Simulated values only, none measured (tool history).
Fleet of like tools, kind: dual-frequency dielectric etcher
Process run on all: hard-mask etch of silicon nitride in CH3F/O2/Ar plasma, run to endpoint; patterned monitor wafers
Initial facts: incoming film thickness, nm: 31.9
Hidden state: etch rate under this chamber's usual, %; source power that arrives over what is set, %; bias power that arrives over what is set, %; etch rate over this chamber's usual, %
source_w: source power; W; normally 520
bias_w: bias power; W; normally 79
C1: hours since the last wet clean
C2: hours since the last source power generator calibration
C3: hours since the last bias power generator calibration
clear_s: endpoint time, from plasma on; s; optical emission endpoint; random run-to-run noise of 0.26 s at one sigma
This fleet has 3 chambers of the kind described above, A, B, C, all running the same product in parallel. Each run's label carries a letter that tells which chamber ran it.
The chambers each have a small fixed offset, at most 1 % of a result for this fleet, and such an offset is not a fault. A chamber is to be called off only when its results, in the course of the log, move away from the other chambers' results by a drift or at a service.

Run 1B, hour 6.9: usual settings; C1 532.2; C2 1668.3; C3 346.3. Result: clear_s 40.902 s.
Run 2A, hour 13.9: usual settings; C1 204.8; C2 138.9; C3 1889.7. Result: clear_s 40.601 s.
Run 3C, hour 20.1: usual settings; C1 344.5; C2 2925.0; C3 954.7. Result: clear_s 40.789 s.
Run 4B, hour 29.7: usual settings; C1 555.0; C2 1691.1; C3 369.1. Result: clear_s 41.108 s.
Run 5A, hour 36.2: usual settings; C1 227.1; C2 161.2; C3 1912.0. Result: clear_s 40.457 s.
Run 6C, hour 48.0: usual settings but bias_w 67 W; C1 372.4; C2 2952.9; C3 982.6. Result: clear_s 42.691 s.
Run 7A, hour 59.0: usual settings but bias_w 67 W; C1 249.9; C2 184.0; C3 1934.8. Result: clear_s 42.921 s.
At hour 64.4: chamber B: wet clean of the chamber.
Run 8B, hour 72.5: usual settings but bias_w 67 W; C1 8.1; C2 1733.9; C3 411.9. Result: clear_s 43.496 s.
Run 9C, hour 82.2: usual settings; C1 406.6; C2 2987.1; C3 1016.8. Result: clear_s 40.223 s.
Run 10A, hour 95.6: usual settings; C1 286.5; C2 220.6; C3 1971.4. Result: clear_s 41.288 s.
Run 11B, hour 109.1: usual settings; C1 44.7; C2 1770.5; C3 448.5. Result: clear_s 40.745 s.
Run 12C, hour 115.0: usual settings; C1 439.4; C2 3019.9; C3 1049.6. Result: clear_s 40.659 s.
At hour 122.8: chamber C: wet clean of the chamber.
Run 13A, hour 125.8: usual settings; C1 316.7; C2 250.8; C3 2001.6. Result: clear_s 40.960 s.
Run 14C, hour 139.1: usual settings; C1 16.4; C2 3044.0; C3 1073.7. Result: clear_s 40.873 s.
Run 15B, hour 145.0: usual settings; C1 80.6; C2 1806.4; C3 484.4. Result: clear_s 41.028 s.
Run 16A, hour 153.0: usual settings but source_w 630 W; C1 343.9; C2 278.0; C3 2028.8. Result: clear_s 38.785 s.
Run 17C, hour 163.1: usual settings but source_w 630 W; C1 40.4; C2 3068.0; C3 1097.7. Result: clear_s 38.009 s.
Run 18B, hour 172.4: usual settings but source_w 630 W; C1 108.0; C2 1833.8; C3 511.8. Result: clear_s 38.163 s.
Run 19B, hour 185.6: usual settings; C1 121.2; C2 1847.0; C3 525.0. Result: clear_s 41.140 s.
Run 20A, hour 194.2: usual settings; C1 385.1; C2 319.2; C3 2070.0. Result: clear_s 41.487 s.
Run 21C, hour 206.9: usual settings; C1 84.2; C2 3111.8; C3 1141.5. Result: clear_s 40.721 s.
Run 22A, hour 216.3: usual settings; C1 407.2; C2 341.3; C3 2092.1. Result: clear_s 42.150 s.
Run 23B, hour 229.0: usual settings; C1 164.6; C2 1890.4; C3 568.4. Result: clear_s 40.578 s.
Run 24C, hour 235.4: usual settings; C1 112.7; C2 3140.3; C3 1170.0. Result: clear_s 40.972 s.
Run 25C, hour 248.2: usual settings; C1 125.5; C2 3153.1; C3 1182.8. Result: clear_s 40.599 s.
Run 26A, hour 261.1: usual settings; C1 452.0; C2 386.1; C3 2136.9. Result: clear_s 42.023 s.
Run 27B, hour 272.7: usual settings; C1 208.3; C2 1934.1; C3 612.1. Result: clear_s 40.654 s.

All chambers now run identical settings, listed one chamber a line with results as question marks. What results will each chamber show?
Run 28A, hour 282.4: usual settings. Result: clear_s ?.
Run 28B, hour 282.4: usual settings. Result: clear_s ?.
Run 28C, hour 282.4: usual settings. Result: clear_s ?.

run  clear_s
28A   42.042
28B   41.125
28C   40.826

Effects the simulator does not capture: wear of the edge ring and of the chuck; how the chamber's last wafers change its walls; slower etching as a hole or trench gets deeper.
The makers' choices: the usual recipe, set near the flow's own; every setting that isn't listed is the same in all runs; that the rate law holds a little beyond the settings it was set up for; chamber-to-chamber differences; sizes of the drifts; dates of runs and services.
